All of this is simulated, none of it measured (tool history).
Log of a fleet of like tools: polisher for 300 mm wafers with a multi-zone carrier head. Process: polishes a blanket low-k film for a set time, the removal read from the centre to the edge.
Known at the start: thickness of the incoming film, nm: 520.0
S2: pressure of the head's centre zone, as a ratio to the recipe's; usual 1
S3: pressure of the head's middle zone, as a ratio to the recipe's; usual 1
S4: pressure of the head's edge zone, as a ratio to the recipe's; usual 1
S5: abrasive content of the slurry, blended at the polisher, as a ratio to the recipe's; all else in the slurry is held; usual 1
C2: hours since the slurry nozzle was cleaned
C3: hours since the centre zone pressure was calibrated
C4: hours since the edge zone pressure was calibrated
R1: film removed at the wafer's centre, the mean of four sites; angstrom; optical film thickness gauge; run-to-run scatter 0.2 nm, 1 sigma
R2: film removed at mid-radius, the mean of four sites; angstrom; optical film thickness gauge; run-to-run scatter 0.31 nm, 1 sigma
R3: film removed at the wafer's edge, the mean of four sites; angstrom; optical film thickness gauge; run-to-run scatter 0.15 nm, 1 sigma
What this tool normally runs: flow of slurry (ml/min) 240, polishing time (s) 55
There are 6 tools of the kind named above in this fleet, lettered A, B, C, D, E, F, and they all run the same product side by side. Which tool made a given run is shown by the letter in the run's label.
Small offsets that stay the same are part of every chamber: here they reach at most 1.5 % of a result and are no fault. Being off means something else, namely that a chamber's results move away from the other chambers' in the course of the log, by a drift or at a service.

At hour 4.5: chamber C: worn pad replaced by a new one.
Run 1E, hour 7.2: usual settings; wafers polished on this pad 994; C2 76.4; C3 240.8; C4 573.5. Result: R1 224 angstrom, R2 226.07 angstrom, R3 225.61 angstrom.
At hour 11.2: chamber D: centre zone pressure recalibrated.
At hour 12.4: chamber E: worn pad replaced by a new one.
Run 2F, hour 14.4: usual settings; wafers polished on this pad 381; C2 499.8; C3 600.4; C4 78. Result: R1 229.3 angstrom, R2 219.11 angstrom, R3 224.58 angstrom.
Run 3C, hour 20.6: usual settings; wafers polished on this pad 169; C2 767.5; C3 380.3; C4 480.1. Result: R1 228.69 angstrom, R2 227.51 angstrom, R3 229.88 angstrom.
Run 4D, hour 27.1: usual settings; wafers polished on this pad 975; C2 170.8; C3 15.9; C4 188.4. Result: R1 225.69 angstrom, R2 226.02 angstrom, R3 228.25 angstrom.
Run 5B, hour 33.7: usual settings; wafers polished on this pad 1059; C2 233.6; C3 668.8; C4 771.9. Result: R1 227.85 angstrom, R2 223.29 angstrom, R3 226.1 angstrom.
Run 6A, hour 37.1: usual settings; wafers polished on this pad 391; C2 48.2; C3 185.2; C4 130.3. Result: R1 228.36 angstrom, R2 226.63 angstrom, R3 227.23 angstrom.
Run 7C, hour 41.2: usual settings; wafers polished on this pad 385; C2 788.1; C3 400.9; C4 500.7. Result: R1 224.64 angstrom, R2 226.01 angstrom, R3 230.13 angstrom.
Run 8A, hour 45.8: usual settings; wafers polished on this pad 482; C2 56.9; C3 193.9; C4 139. Result: R1 227.45 angstrom, R2 227.41 angstrom, R3 227.14 angstrom.
At hour 50.2: chamber A: worn pad replaced by a new one.
Run 9E, hour 51.9: usual settings but S5 0.7; wafers polished on this pad 414; C2 121.1; C3 285.5; C4 618.2. Result: R1 187.21 angstrom, R2 186.63 angstrom, R3 188.31 angstrom.
At hour 52.6: chamber B: worn pad replaced by a new one.
At hour 53.7: chamber D: worn pad replaced by a new one.
Run 10D, hour 57.2: usual settings but S5 0.7; wafers polished on this pad 37; C2 200.9; C3 46; C4 218.5. Result: R1 186.19 angstrom, R2 187.32 angstrom, R3 190.52 angstrom.
Run 11B, hour 61.3: usual settings but S5 0.7; wafers polished on this pad 92; C2 261.2; C3 696.4; C4 799.5. Result: R1 191.05 angstrom, R2 185.16 angstrom, R3 190.48 angstrom.
Run 12F, hour 67.3: usual settings but S5 0.7; wafers polished on this pad 936; C2 552.7; C3 653.3; C4 130.9. Result: R1 189.82 angstrom, R2 190.12 angstrom, R3 188.8 angstrom.
Run 13A, hour 70.8: usual settings but S5 0.7; wafers polished on this pad 216; C2 81.9; C3 218.9; C4 164. Result: R1 193.38 angstrom, R2 189.56 angstrom, R3 193.34 angstrom.
At hour 74.8: chamber C: slurry nozzle cleaned.
Run 14F, hour 75.6: usual settings but S5 0.7; wafers polished on this pad 1023; C2 561; C3 661.6; C4 139.2. Result: R1 191.43 angstrom, R2 186.37 angstrom, R3 188.1 angstrom.
Run 15B, hour 81.3: usual settings; wafers polished on this pad 302; C2 281.2; C3 716.4; C4 819.5. Result: R1 224.63 angstrom, R2 226.56 angstrom, R3 224.89 angstrom.
Run 16E, hour 87: usual settings; wafers polished on this pad 782; C2 156.2; C3 320.6; C4 653.3. Result: R1 223.85 angstrom, R2 224.87 angstrom, R3 224.8 angstrom.
At hour 88.2: chamber C: worn pad replaced by a new one.
At hour 93.7: chamber B: centre zone pressure recalibrated.
At hour 94.1: chamber B: slurry nozzle cleaned.
Run 17C, hour 94.1: usual settings; wafers polished on this pad 62; C2 19.4; C3 453.8; C4 553.6. Result: R1 223.9 angstrom, R2 226.34 angstrom, R3 230.49 angstrom.
At hour 96.2: chamber F: worn pad replaced by a new one.
Run 18D, hour 99.8: usual settings; wafers polished on this pad 484; C2 243.5; C3 88.6; C4 261.1. Result: R1 223.26 angstrom, R2 225.42 angstrom, R3 227.76 angstrom.
At hour 101.3: chamber A: worn pad replaced by a new one.
Run 19A, hour 104.7: usual settings; wafers polished on this pad 36; C2 115.8; C3 252.8; C4 197.9. Result: R1 226.76 angstrom, R2 227.25 angstrom, R3 230.56 angstrom.
At hour 105.6: chamber E: centre zone pressure recalibrated.
Run 20C, hour 111.3: usual settings; wafers polished on this pad 242; C2 36.6; C3 471; C4 570.8. Result: R1 228.44 angstrom, R2 226.73 angstrom, R3 230.26 angstrom.
Run 21E, hour 116.7: usual settings; wafers polished on this pad 1094; C2 185.9; C3 11.1; C4 683. Result: R1 213.55 angstrom, R2 223.46 angstrom, R3 225.3 angstrom.
Run 22F, hour 120.4: usual settings; wafers polished on this pad 254; C2 605.8; C3 706.4; C4 184. Result: R1 229.9 angstrom, R2 225.26 angstrom, R3 226.62 angstrom.
Run 23D, hour 124: usual settings; wafers polished on this pad 737; C2 267.7; C3 112.8; C4 285.3. Result: R1 224.84 angstrom, R2 230.22 angstrom, R3 228.29 angstrom.
Run 24B, hour 128.8: usual settings; wafers polished on this pad 800; C2 34.8; C3 35.1; C4 867. Result: R1 228.2 angstrom, R2 226.73 angstrom, R3 224.87 angstrom.
At hour 130.8: chamber E: worn pad replaced by a new one.
Run 25A, hour 133.8: usual settings; wafers polished on this pad 341; C2 144.9; C3 281.9; C4 227. Result: R1 227.26 angstrom, R2 229.87 angstrom, R3 229.62 angstrom.
Run 26B, hour 137.2: usual settings; wafers polished on this pad 888; C2 43.2; C3 43.5; C4 875.4. Result: R1 227.62 angstrom, R2 230.75 angstrom, R3 224.8 angstrom.
Run 27E, hour 144: usual settings; wafers polished on this pad 139; C2 213.2; C3 38.4; C4 710.3. Result: R1 213.68 angstrom, R2 225.07 angstrom, R3 223.73 angstrom.
At hour 145.7: chamber E: slurry nozzle cleaned.
At hour 148.2: chamber D: worn pad replaced by a new one.
Run 28D, hour 148.6: usual settings; wafers polished on this pad 5; C2 292.3; C3 137.4; C4 309.9. Result: R1 226.58 angstrom, R2 223.7 angstrom, R3 222.73 angstrom.
Run 29F, hour 154.4: usual settings; wafers polished on this pad 610; C2 639.8; C3 740.4; C4 218. Result: R1 226 angstrom, R2 227.56 angstrom, R3 223.82 angstrom.
Run 30C, hour 160.4: usual settings but S3 0.9; wafers polished on this pad 757; C2 85.7; C3 520.1; C4 619.9. Result: R1 228.8 angstrom, R2 202.24 angstrom, R3 231.9 angstrom.
At hour 162.5: chamber C: worn pad replaced by a new one.
Run 31B, hour 166: usual settings but S3 0.9; wafers polished on this pad 1190; C2 72; C3 72.3; C4 904.2. Result: R1 224.87 angstrom, R2 203.41 angstrom, R3 224.25 angstrom.
At hour 166.4: chamber A: worn pad replaced by a new one.
Run 32E, hour 169.7: usual settings but S3 0.9; wafers polished on this pad 408; C2 24.1; C3 64.1; C4 736. Result: R1 213.32 angstrom, R2 209.59 angstrom, R3 225.12 angstrom.
Run 33A, hour 177.1: usual settings but S3 0.9; wafers polished on this pad 113; C2 188.2; C3 325.2; C4 270.3. Result: R1 229.62 angstrom, R2 207.05 angstrom, R3 230.78 angstrom.
Run 34C, hour 180.4: usual settings but S3 0.9; wafers polished on this pad 188; C2 105.7; C3 540.1; C4 639.9. Result: R1 227.33 angstrom, R2 209.58 angstrom, R3 227.54 angstrom.
Run 35D, hour 186.8: usual settings but S3 0.9; wafers polished on this pad 405; C2 330.5; C3 175.6; C4 348.1. Result: R1 225.49 angstrom, R2 210.41 angstrom, R3 226.77 angstrom.
Run 36F, hour 190.5: usual settings; wafers polished on this pad 989; C2 675.9; C3 776.5; C4 254.1. Result: R1 223.91 angstrom, R2 226.38 angstrom, R3 223.04 angstrom.
Run 37E, hour 195.6: usual settings but S4 0.96; wafers polished on this pad 680; C2 50; C3 90; C4 761.9. Result: R1 220.19 angstrom, R2 226.39 angstrom, R3 218.1 angstrom.
Run 38D, hour 201.5: usual settings but S4 0.96; wafers polished on this pad 560; C2 345.2; C3 190.3; C4 362.8. Result: R1 227.54 angstrom, R2 227.03 angstrom, R3 220.77 angstrom.

For the next run the whole fleet of 6 chambers uses the same settings. Give each chamber's results:
Run 39A, hour 206.9: usual settings but S5 0.75. Result: R1 ?, R2 ?, R3 ?.
Run 39B, hour 206.9: usual settings but S5 0.75. Result: R1 ?, R2 ?, R3 ?.
Run 39C, hour 206.9: usual settings but S5 0.75. Result: R1 ?, R2 ?, R3 ?.
Run 39D, hour 206.9: usual settings but S5 0.75. Result: R1 ?, R2 ?, R3 ?.
Run 39E, hour 206.9: usual settings but S5 0.75. Result: R1 ?, R2 ?, R3 ?.
Run 39F, hour 206.9: usual settings but S5 0.75. Result: R1 ?, R2 ?, R3 ?.

run      R1      R2      R3
39A  197.31  192.16  201.97
39B  196.87  195.72   197.2
39C  198.09  196.27  199.83
39D  195.28  194.71  196.17
39E  184.72  195.88  193.83
39F  200.19  195.91  196.01

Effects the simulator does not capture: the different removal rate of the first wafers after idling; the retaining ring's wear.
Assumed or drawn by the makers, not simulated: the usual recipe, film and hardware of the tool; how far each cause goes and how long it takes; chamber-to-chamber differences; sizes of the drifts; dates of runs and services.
